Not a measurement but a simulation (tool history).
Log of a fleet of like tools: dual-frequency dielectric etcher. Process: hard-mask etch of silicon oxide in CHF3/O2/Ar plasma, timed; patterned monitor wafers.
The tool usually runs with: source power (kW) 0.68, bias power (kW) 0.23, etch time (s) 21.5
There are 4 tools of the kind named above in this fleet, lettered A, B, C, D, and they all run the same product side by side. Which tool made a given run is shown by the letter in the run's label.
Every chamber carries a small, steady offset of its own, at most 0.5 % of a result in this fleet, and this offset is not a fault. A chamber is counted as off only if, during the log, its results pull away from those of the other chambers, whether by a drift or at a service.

| run | day | source power (kW) | bias power (kW) | etch time (s) | read-back reference wafer on the same gauge, depth_nm | mean etch depth across the wafer (Å) |
|---|---|---|---|---|---|---|
| 1B | 0.325 | 0.68 | 0.23 | 21.5 | 42.284 | 483.13 |
| 2A | 0.904 | 0.68 | 0.23 | 21.5 | 42.301 | 487.32 |
| 3C | 1.404 | 0.68 | 0.23 | 21.5 | 42.315 | 482.91 |
| 4D | 1.712 | 0.68 | 0.23 | 21.5 | 42.3 | 488.88 |
| 5A | 2.154 | 0.68 | 0.23 | 21.5 | 42.308 | 489.1 |
| 6D | 2.717 | 0.68 | 0.23 | 21.5 | 42.351 | 486.21 |
| 7C | 3.125 | 0.68 | 0.23 | 21.5 | 42.311 | 480.74 |
| 8B | 3.654 | 0.68 | 0.23 | 16 | 42.293 | 358.44 |
| 9C | 4.1 | 0.68 | 0.23 | 16 | 42.258 | 358.95 |
| 10A | 4.625 | 0.68 | 0.23 | 16 | 42.293 | 361.44 |
| 11D | 5.058 | 0.68 | 0.23 | 16 | 42.272 | 362.34 |
| 12B | 5.646 | 0.68 | 0.23 | 21.5 | 42.323 | 483.85 |
| 13D | 6.004 | 0.68 | 0.23 | 21.5 | 42.319 | 485.53 |
| 14B | 6.562 | 0.68 | 0.23 | 21.5 | 42.29 | 482.75 |
|  | 6.925 | chamber C: wet clean of the chamber |
| 15C | 7.033 | 0.68 | 0.23 | 21.5 | 42.308 | 479.56 |
| 16A | 7.592 | 0.68 | 0.23 | 21.5 | 42.314 | 488.58 |
| 17C | 7.904 | 0.68 | 0.23 | 21.5 | 42.326 | 481.36 |
| 18D | 8.279 | 0.74 | 0.23 | 21.5 | 42.311 | 499.11 |
| 19A | 8.538 | 0.74 | 0.23 | 21.5 | 42.294 | 505.86 |
| 20B | 9.1 | 0.74 | 0.23 | 21.5 | 42.289 | 499.33 |
| 21D | 9.521 | 0.74 | 0.23 | 21.5 | 42.304 | 503.61 |
| 22A | 9.933 | 0.68 | 0.23 | 21.5 | 42.301 | 493.39 |
| 23B | 10.225 | 0.68 | 0.23 | 21.5 | 42.298 | 481.92 |
| 24C | 10.575 | 0.68 | 0.23 | 21.5 | 42.299 | 482.69 |
| 25D | 11 | 0.68 | 0.23 | 21.5 | 42.298 | 488.37 |
|  | 11.012 | chamber D: wet clean of the chamber |
| 26C | 11.538 | 0.68 | 0.23 | 21.5 | 42.305 | 484.26 |
| 27A | 12.054 | 0.68 | 0.23 | 21.5 | 42.288 | 492.68 |
| 28B | 12.6 | 0.68 | 0.23 | 21.5 | 42.31 | 483.73 |
| 29A | 12.862 | 0.54 | 0.23 | 21.5 | 42.284 | 455.02 |
| 30B | 13.375 | 0.54 | 0.23 | 21.5 | 42.287 | 441.71 |
| 31D | 13.671 | 0.54 | 0.23 | 21.5 | 42.322 | 447.6 |
|  | 14.05 | chamber B: wet clean of the chamber |
| 32C | 14.121 | 0.54 | 0.23 | 21.5 | 42.279 | 443.77 |
| 33C | 14.625 | 0.68 | 0.23 | 21.5 | 42.317 | 482.74 |
| 34B | 15.204 | 0.68 | 0.23 | 21.5 | 42.292 | 486.21 |
| 35D | 15.546 | 0.68 | 0.23 | 21.5 | 42.306 | 489.39 |
| 36A | 16.112 | 0.68 | 0.23 | 21.5 | 42.301 | 498.6 |
| 37A | 16.508 | 0.68 | 0.23 | 21.5 | 42.31 | 497.64 |
| 38D | 16.925 | 0.68 | 0.23 | 21.5 | 42.29 | 487.47 |

All 4 chambers run these settings next. Forecast each chamber's results:
| 39A | 17.35 | 0.68 | 0.23 | 21.5 |  | ? |
| 39B | 17.35 | 0.68 | 0.23 | 21.5 |  | ? |
| 39C | 17.35 | 0.68 | 0.23 | 21.5 |  | ? |
| 39D | 17.35 | 0.68 | 0.23 | 21.5 |  | ? |

| run | mean etch depth across the wafer (Å) |
|---|---|
| 39A | 499.48 |
| 39B | 483.34 |
| 39C | 482.91 |
| 39D | 487.66 |
